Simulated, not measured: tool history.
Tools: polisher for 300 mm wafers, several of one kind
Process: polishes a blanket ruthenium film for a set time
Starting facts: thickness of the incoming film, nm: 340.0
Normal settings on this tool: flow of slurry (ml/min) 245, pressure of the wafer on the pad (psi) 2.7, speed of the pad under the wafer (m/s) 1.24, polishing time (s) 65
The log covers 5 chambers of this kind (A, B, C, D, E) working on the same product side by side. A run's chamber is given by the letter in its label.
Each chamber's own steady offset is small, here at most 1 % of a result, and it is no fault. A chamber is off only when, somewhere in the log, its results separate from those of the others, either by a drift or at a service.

run,hour,flow of slurry (ml/min),pressure of the wafer on the pad (psi),speed of the pad under the wafer (m/s),polishing time (s),film removed (angstrom)
# hour 3.1: chamber E: slurry nozzle cleaned
1E,4.5,245,2.7,1.24,65,1217.30
2B,8.0,245,2.7,1.24,65,1227.90
# hour 10.1: chamber B: worn pad replaced by a new one
3A,12.0,245,2.7,1.24,65,1243.40
# hour 15.2: chamber E: worn pad replaced by a new one
4D,15.9,245,2.7,1.24,65,1231.00
5C,18.6,175,2.7,0.98,65,936.42
6A,22.0,175,2.7,0.98,65,934.08
7C,26.0,175,2.7,0.98,65,944.71
8E,28.4,175,2.7,0.98,65,933.91
9D,32.7,175,2.7,0.98,65,944.19
# hour 34.3: chamber D: worn pad replaced by a new one
10B,35.1,245,2.7,1.24,46,872.46
11B,37.2,245,2.7,1.24,46,873.37
12A,40.4,245,2.7,1.24,46,878.33
# hour 43.9: chamber A: worn pad replaced by a new one
13D,44.0,245,2.7,1.24,46,882.76
14C,46.3,245,2.7,1.24,46,866.51
15E,49.2,245,2.7,1.24,65,1227.60
16A,53.0,245,2.7,1.24,65,1230.90
17E,56.7,245,2.7,1.24,65,1223.40
# hour 56.8: chamber C: worn pad replaced by a new one
18C,58.8,245,2.7,1.24,65,1228.50
19B,63.1,245,2.7,1.24,65,1222.00
# hour 63.8: chamber E: worn pad replaced by a new one
20D,65.3,245,2.7,1.24,65,1234.90
21C,69.0,245,2.7,1.24,65,1238.50
22E,72.5,245,2.7,1.24,65,1235.50
23A,76.8,245,2.7,1.24,65,1224.80
24D,81.0,245,2.7,1.24,65,1247.90
25B,83.6,245,2.7,1.24,65,1233.90
26D,86.5,245,2.7,1.24,65,1242.00
27C,89.0,245,2.7,1.24,65,1234.10
28B,92.4,245,2.7,1.24,65,1217.30
29A,94.9,245,2.7,1.24,65,1232.80
30E,97.4,245,2.7,1.24,65,1232.30
31E,100.1,245,2.7,1.24,65,1216.10
# hour 101.2: chamber B: worn pad replaced by a new one
32A,104.8,245,2.7,1.24,65,1239.60
33B,107.5,245,2.7,1.24,65,1233.60

All 5 chambers run these settings next. Forecast each chamber's results:
34A,110.9,175,2.7,1.24,65,?
34B,110.9,175,2.7,1.24,65,?
34C,110.9,175,2.7,1.24,65,?
34D,110.9,175,2.7,1.24,65,?
34E,110.9,175,2.7,1.24,65,?

run,film removed (angstrom)
34A,1178.40
34B,1178.50
34C,1181.70
34D,1196.80
34E,1184.20
